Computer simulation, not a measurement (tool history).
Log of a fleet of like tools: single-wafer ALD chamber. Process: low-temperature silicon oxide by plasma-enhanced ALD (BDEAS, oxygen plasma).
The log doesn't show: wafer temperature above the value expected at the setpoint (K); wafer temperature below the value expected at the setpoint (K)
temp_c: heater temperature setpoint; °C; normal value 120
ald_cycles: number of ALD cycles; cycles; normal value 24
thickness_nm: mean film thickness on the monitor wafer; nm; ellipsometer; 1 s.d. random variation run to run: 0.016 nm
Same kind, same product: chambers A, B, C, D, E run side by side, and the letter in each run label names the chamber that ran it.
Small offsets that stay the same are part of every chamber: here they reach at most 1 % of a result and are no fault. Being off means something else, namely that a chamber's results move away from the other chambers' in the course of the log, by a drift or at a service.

run	hour	temp_c	ald_cycles	hours since the last thermocouple change	read-back reference wafer on the same gauge, thickness_nm	thickness_nm
1C	4.0	120	24	571.7	3.3089	3.2900
2E	9.3	120	24	1403.4	3.3100	3.3418
3B	14.3	120	24	1440.4	3.3139	3.2635
4D	20.0	120	24	345.8	3.3117	3.2849
5A	25.3	108	27	1421.7	3.3097	3.7927
6C	29.6	108	27	597.3	3.3092	3.7751
7D	34.6	108	27	360.4	3.3117	3.7765
8E	37.9	108	27	1432.0	3.3126	3.7942
9B	41.1	108	27	1467.2	3.3115	3.7570
10A	45.9	120	24	1442.3	3.3095	3.3200
11E	48.5	120	24	1442.6	3.3132	3.3163
12D	53.8	120	24	379.6	3.3110	3.2961
13C	57.9	126	24	625.6	3.3130	3.2505
14B	61.7	126	24	1487.8	3.3086	3.2296
15A	65.3	126	24	1461.7	3.3141	3.2630
16E	69.8	126	24	1463.9	3.3142	3.2662
17C	74.2	126	24	641.9	3.3112	3.2541
18A	79.6	120	24	1476.0	3.3107	3.2707
19D	83.1	120	24	408.9	3.3080	3.2690
20B	87.6	112	20	1513.7	3.3083	2.7550
21B	93.4	112	20	1519.5	3.3102	2.7654
22E	96.3	112	20	1490.4	3.3151	2.7915
23A	99.1	112	20	1495.5	3.3111	2.7870
24D	102.4	112	20	428.2	3.3101	2.7850
25C	107.9	106	24	675.6	3.3120	3.3374
26A	110.9	106	24	1507.3	3.3114	3.3912
27B	113.6	106	24	1539.7	3.3096	3.3456
28D	116.5	106	24	442.3	3.3116	3.3745
29C	121.3	106	24	689.0	3.3101	3.3862
30E	124.2	120	24	1518.3	3.3085	3.3006
31A	127.9	120	24	1524.3	3.3087	3.2869
32C	132.4	110	24	700.1	3.3103	3.3630
33E	136.3	110	24	1530.4	3.3089	3.3834
34D	141.2	110	24	467.0	3.3110	3.3833
35B	146.2	110	24	1572.3	3.3133	3.3171
36C	149.6	110	24	717.3	3.3115	3.3270
# hour 149.9: chamber B: thermocouple changed; heater temperature recalibrated
37A	155.0	120	27	1551.4	3.3116	3.7213
38E	160.0	120	27	1554.1	3.3098	3.7664
39B	163.7	120	27	13.9	3.3052	3.7094
40D	167.3	120	27	493.1	3.3074	3.6902
41C	172.8	120	27	740.5	3.3116	3.6878
42E	176.8	120	24	1570.9	3.3100	3.3327
43A	180.8	120	24	1577.2	3.3113	3.2988

Has any chamber moved away from the others, gradually or after a service, or does the common gauge drift, or do the chambers differ only by their own small steady offsets? State the chamber and the most likely cause if one applies.

Neither any chamber nor the gauge drifts; the chambers differ only by their own small, steady offsets.
